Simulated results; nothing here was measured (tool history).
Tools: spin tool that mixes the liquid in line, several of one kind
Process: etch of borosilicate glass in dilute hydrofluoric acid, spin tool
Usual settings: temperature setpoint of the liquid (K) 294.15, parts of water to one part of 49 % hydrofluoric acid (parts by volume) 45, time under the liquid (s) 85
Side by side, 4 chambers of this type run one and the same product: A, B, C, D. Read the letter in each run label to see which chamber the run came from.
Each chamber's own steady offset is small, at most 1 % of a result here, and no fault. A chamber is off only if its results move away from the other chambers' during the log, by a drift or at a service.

run    day  temperature setpoint of the liquid (K)  parts of water to one part of 49 % hydrofluoric acid (parts by volume)  time under the liquid (s)  read-back film thickness of the borosilicate glass reference wafer, read on the same gauge (nm)  thickness taken off the borosilicate glass on a monitor wafer (nm)
 1C  0.133                                  294.15                                                                      45                         85                                                                                           130.01                                                              56.742
 2B  0.371                                  294.15                                                                      45                         85                                                                                           129.97                                                              57.544
     0.454  -- chamber B: thermometer replaced
 3D  0.583                                  294.15                                                                      45                         85                                                                                           130.01                                                              56.555
 4A  0.717                                  294.15                                                                      45                         85                                                                                           130.00                                                              55.629
 5C  0.921                                  294.15                                                                      45                         85                                                                                           129.98                                                              56.798
 6D  1.054                                  294.15                                                                      45                         85                                                                                           130.01                                                              56.240
 7A  1.246                                  290.65                                                                      45                        120                                                                                           129.97                                                              68.598
 8B  1.496                                  290.65                                                                      45                        120                                                                                           130.01                                                              70.010
 9A  1.712                                  290.65                                                                      45                        120                                                                                           129.95                                                              68.354
10D  1.917                                  290.65                                                                      45                        120                                                                                           129.98                                                              68.430
11B  2.088                                  294.15                                                                      45                         85                                                                                           129.98                                                              56.986
12C  2.338                                  294.15                                                                      45                         85                                                                                           130.00                                                              56.890
13A  2.554                                  294.15                                                                      45                         85                                                                                           130.02                                                              56.755
14D  2.775                                  294.15                                                                      45                         85                                                                                           129.96                                                              56.475
15C  2.975                                  294.15                                                                      45                         85                                                                                           130.01                                                              57.273
16B  3.212                                  298.15                                                                      40                         85                                                                                           130.01                                                              78.498
17A  3.367                                  298.15                                                                      40                         85                                                                                           130.02                                                              75.677
18B  3.517                                  298.15                                                                      40                         85                                                                                           130.00                                                              77.749
19C  3.758                                  298.15                                                                      40                         85                                                                                           130.03                                                              76.529
20D  3.950                                  294.15                                                                      45                         85                                                                                           129.99                                                              55.653
21B  4.167                                  290.15                                                                      45                         85                                                                                           129.99                                                              49.744
22A  4.333                                  290.15                                                                      45                         85                                                                                           129.97                                                              47.397
23C  4.554                                  290.15                                                                      45                         85                                                                                           129.96                                                              48.273
24D  4.821                                  290.15                                                                      45                         85                                                                                           130.05                                                              46.880
25B  5.033                                  294.15                                                                      45                         85                                                                                           129.95                                                              59.195
26C  5.200                                  294.15                                                                      45                         85                                                                                           129.99                                                              56.991
27A  5.342                                  294.15                                                                      45                         85                                                                                           130.01                                                              57.002
28D  5.479                                  294.15                                                                      45                         85                                                                                           130.00                                                              56.142
29C  5.675                                  294.15                                                                      45                         85                                                                                           130.02                                                              56.790
30B  5.817                                  291.15                                                                      45                        130                                                                                           129.99                                                              80.829
     5.983  -- chamber A: thermometer replaced
31A  6.050                                  291.15                                                                      45                        130                                                                                           130.02                                                              75.952
32D  6.279                                  291.15                                                                      45                        130                                                                                           129.99                                                              74.059
33C  6.488                                  291.15                                                                      45                        130                                                                                           130.00                                                              75.935
34A  6.646                                  290.15                                                                      45                         50                                                                                           130.03                                                              27.792
35B  6.792                                  290.15                                                                      45                         50                                                                                           130.02                                                              30.137
     6.850  -- chamber D: hydrofluoric acid flow meter replaced
36D  6.908                                  290.15                                                                      45                         50                                                                                           129.95                                                              27.327
37C  7.083                                  290.15                                                                      45                         50                                                                                           129.97                                                              28.111
38D  7.250                                  294.15                                                                      45                         85                                                                                           129.98                                                              55.177
39B  7.383                                  294.15                                                                      45                         85                                                                                           130.00                                                              61.679
40A  7.650                                  294.15                                                                      45                         85                                                                                           130.00                                                              56.236
41A  7.867                                  294.15                                                                      45                         85                                                                                           130.03                                                              56.310
42B  8.117                                  294.15                                                                      45                         85                                                                                           130.00                                                              61.918
43C  8.354                                  294.15                                                                      45                         85                                                                                           129.97                                                              56.803

Each of the 4 chambers runs these same settings next. Fill in every chamber's results:
44A  8.546                                  294.15                                                                      45                         85                                                                                                                                                                    ?
44B  8.546                                  294.15                                                                      45                         85                                                                                                                                                                    ?
44C  8.546                                  294.15                                                                      45                         85                                                                                                                                                                    ?
44D  8.546                                  294.15                                                                      45                         85                                                                                                                                                                    ?

run  thickness taken off the borosilicate glass on a monitor wafer (nm)
44A                                                              56.736
44B                                                              60.570
44C                                                              56.520
44D                                                              55.621
